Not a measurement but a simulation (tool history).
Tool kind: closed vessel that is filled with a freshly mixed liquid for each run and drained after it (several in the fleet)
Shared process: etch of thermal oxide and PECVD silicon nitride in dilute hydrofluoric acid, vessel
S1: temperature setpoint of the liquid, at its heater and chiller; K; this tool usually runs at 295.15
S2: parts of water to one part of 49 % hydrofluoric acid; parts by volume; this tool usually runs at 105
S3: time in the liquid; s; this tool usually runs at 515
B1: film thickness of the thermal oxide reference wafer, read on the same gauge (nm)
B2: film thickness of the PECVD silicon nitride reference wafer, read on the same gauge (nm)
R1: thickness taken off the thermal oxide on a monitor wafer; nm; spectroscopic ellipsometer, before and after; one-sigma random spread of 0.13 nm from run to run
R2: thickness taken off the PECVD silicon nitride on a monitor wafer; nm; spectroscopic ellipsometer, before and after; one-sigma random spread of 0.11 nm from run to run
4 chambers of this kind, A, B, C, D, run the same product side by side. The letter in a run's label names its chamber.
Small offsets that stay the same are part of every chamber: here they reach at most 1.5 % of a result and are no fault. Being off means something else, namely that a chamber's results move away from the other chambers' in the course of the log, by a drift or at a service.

| run | day | S1 | S2 | S3 | B1 | B2 | R1 | R2 |
|---|---|---|---|---|---|---|---|---|
| 1C | 0.167 | 295.15 | 105 | 515 | 70.018 | 70.027 | 21.815 | 11.33 |
| 2A | 0.338 | 295.15 | 105 | 515 | 69.975 | 69.978 | 21.762 | 11.29 |
| 3B | 0.571 | 295.15 | 105 | 515 | 69.999 | 69.987 | 22.119 | 11.477 |
| 4D | 0.717 | 295.15 | 105 | 515 | 69.951 | 69.989 | 21.72 | 11.191 |
| 5A | 0.908 | 295.15 | 105 | 515 | 70.005 | 69.991 | 21.556 | 11.387 |
| 6D | 1.108 | 295.15 | 105 | 515 | 70.024 | 70.008 | 21.769 | 11.504 |
| 7C | 1.258 | 295.15 | 105 | 515 | 70.04 | 70.02 | 21.745 | 11.032 |
| 8B | 1.483 | 295.15 | 105 | 515 | 69.995 | 69.984 | 21.827 | 11.331 |
| 9A | 1.783 | 295.15 | 105 | 515 | 69.992 | 69.988 | 21.818 | 11.208 |
| 10D | 1.95 | 295.15 | 105 | 515 | 70.003 | 70.01 | 21.802 | 11.3 |
| 11C | 2.208 | 295.15 | 105 | 515 | 70.008 | 70.01 | 21.785 | 11.028 |
| 12B | 2.425 | 295.15 | 105 | 515 | 70.016 | 69.994 | 21.94 | 11.243 |
| 13C | 2.575 | 295.15 | 105 | 750 | 70.002 | 69.997 | 31.679 | 16.57 |
| 14B | 2.817 | 295.15 | 105 | 750 | 70.022 | 70.04 | 31.799 | 16.412 |
| 15A | 3.025 | 295.15 | 105 | 750 | 70.009 | 69.984 | 31.125 | 16.185 |
| 16D | 3.242 | 295.15 | 105 | 750 | 69.992 | 70.006 | 31.884 | 16.534 |
| 17C | 3.396 | 295.15 | 105 | 515 | 70.011 | 69.998 | 21.691 | 11.227 |
| 18B | 3.617 | 295.15 | 105 | 515 | 70.007 | 69.967 | 21.785 | 11.309 |
|  | 3.717 | chamber D: hydrofluoric acid flow meter replaced |
| 19D | 3.825 | 295.15 | 105 | 515 | 70.022 | 69.98 | 21.832 | 11.106 |
| 20A | 4.125 | 295.15 | 105 | 515 | 69.988 | 70.033 | 20.905 | 10.799 |
| 21C | 4.412 | 295.15 | 105 | 515 | 69.986 | 69.998 | 21.977 | 11.205 |
| 22D | 4.646 | 295.15 | 105 | 515 | 70.031 | 70.006 | 21.741 | 11.276 |
| 23A | 4.817 | 295.15 | 105 | 515 | 70.047 | 70.02 | 20.896 | 10.638 |
| 24B | 4.996 | 295.15 | 105 | 515 | 70.011 | 70.011 | 21.874 | 11.356 |
| 25A | 5.208 | 293.15 | 105 | 280 | 69.964 | 70.015 | 10.422 | 5.0836 |
| 26D | 5.462 | 293.15 | 105 | 280 | 69.988 | 69.998 | 10.945 | 5.3965 |

Next, every chamber runs the same settings. What will each give?
| 27A | 5.679 | 295.15 | 75 | 515 |  |  | ? | ? |
| 27B | 5.679 | 295.15 | 75 | 515 |  |  | ? | ? |
| 27C | 5.679 | 295.15 | 75 | 515 |  |  | ? | ? |
| 27D | 5.679 | 295.15 | 75 | 515 |  |  | ? | ? |

| run | R1 | R2 |
|---|---|---|
| 27A | 29.833 | 14.617 |
| 27B | 31.725 | 15.748 |
| 27C | 31.853 | 15.614 |
| 27D | 31.297 | 15.595 |
